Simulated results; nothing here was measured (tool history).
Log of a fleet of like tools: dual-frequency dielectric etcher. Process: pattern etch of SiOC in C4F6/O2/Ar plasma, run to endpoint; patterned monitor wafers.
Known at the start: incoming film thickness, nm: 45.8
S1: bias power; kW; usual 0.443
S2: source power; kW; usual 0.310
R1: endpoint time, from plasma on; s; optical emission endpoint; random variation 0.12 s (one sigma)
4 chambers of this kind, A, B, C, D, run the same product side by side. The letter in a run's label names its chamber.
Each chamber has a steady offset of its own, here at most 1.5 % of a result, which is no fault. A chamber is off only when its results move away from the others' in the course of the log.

Run 1A, hour 4.3: usual settings. Result: R1 17.844 s.
Run 2D, hour 8.0: usual settings. Result: R1 18.064 s.
Run 3B, hour 11.8: usual settings. Result: R1 18.093 s.
Run 4C, hour 17.9: usual settings. Result: R1 17.758 s.
Run 5C, hour 20.5: usual settings. Result: R1 17.615 s.
Run 6D, hour 23.4: usual settings. Result: R1 18.013 s.
Run 7B, hour 26.1: usual settings. Result: R1 18.030 s.
Run 8A, hour 30.0: usual settings. Result: R1 17.734 s.
Run 9C, hour 35.5: usual settings. Result: R1 17.527 s.
Run 10D, hour 38.2: usual settings. Result: R1 17.776 s.
Run 11B, hour 42.3: usual settings. Result: R1 17.823 s.
Run 12A, hour 45.1: usual settings. Result: R1 18.062 s.
Run 13D, hour 48.4: usual settings. Result: R1 17.867 s.
Run 14A, hour 53.8: usual settings but S1 0.340 kW, S2 0.260 kW. Result: R1 20.799 s.
Run 15B, hour 56.8: usual settings but S1 0.340 kW, S2 0.260 kW. Result: R1 21.007 s.
Run 16C, hour 62.2: usual settings but S1 0.340 kW, S2 0.260 kW. Result: R1 20.578 s.
Run 17B, hour 66.3: usual settings but S1 0.340 kW, S2 0.260 kW. Result: R1 21.141 s.
Run 18D, hour 71.5: usual settings. Result: R1 18.021 s.
Run 19A, hour 75.0: usual settings. Result: R1 17.871 s.
Run 20C, hour 78.8: usual settings but S1 0.377 kW. Result: R1 18.651 s.
Run 21C, hour 82.7: usual settings but S1 0.377 kW. Result: R1 18.822 s.
Run 22D, hour 85.6: usual settings but S1 0.377 kW. Result: R1 19.053 s.
Run 23A, hour 89.7: usual settings but S1 0.377 kW. Result: R1 18.773 s.
Run 24B, hour 94.0: usual settings. Result: R1 17.670 s.
Run 25D, hour 98.4: usual settings. Result: R1 17.836 s.
Run 26C, hour 102.0: usual settings. Result: R1 17.944 s.
Run 27B, hour 104.9: usual settings. Result: R1 17.755 s.
At hour 106.4: chamber D: wet clean of the chamber.
Run 28A, hour 110.4: usual settings. Result: R1 17.713 s.
Run 29B, hour 113.3: usual settings. Result: R1 17.757 s.
Run 30A, hour 117.3: usual settings. Result: R1 17.548 s.
Run 31D, hour 120.6: usual settings. Result: R1 17.794 s.

All 4 chambers run these settings next. Forecast each chamber's results:
Run 32A, hour 125.0: usual settings but S1 0.366 kW. Result: R1 ?.
Run 32B, hour 125.0: usual settings but S1 0.366 kW. Result: R1 ?.
Run 32C, hour 125.0: usual settings but S1 0.366 kW. Result: R1 ?.
Run 32D, hour 125.0: usual settings but S1 0.366 kW. Result: R1 ?.

run      R1
32A  18.907
32B  19.307
32C  18.951
32D  19.242

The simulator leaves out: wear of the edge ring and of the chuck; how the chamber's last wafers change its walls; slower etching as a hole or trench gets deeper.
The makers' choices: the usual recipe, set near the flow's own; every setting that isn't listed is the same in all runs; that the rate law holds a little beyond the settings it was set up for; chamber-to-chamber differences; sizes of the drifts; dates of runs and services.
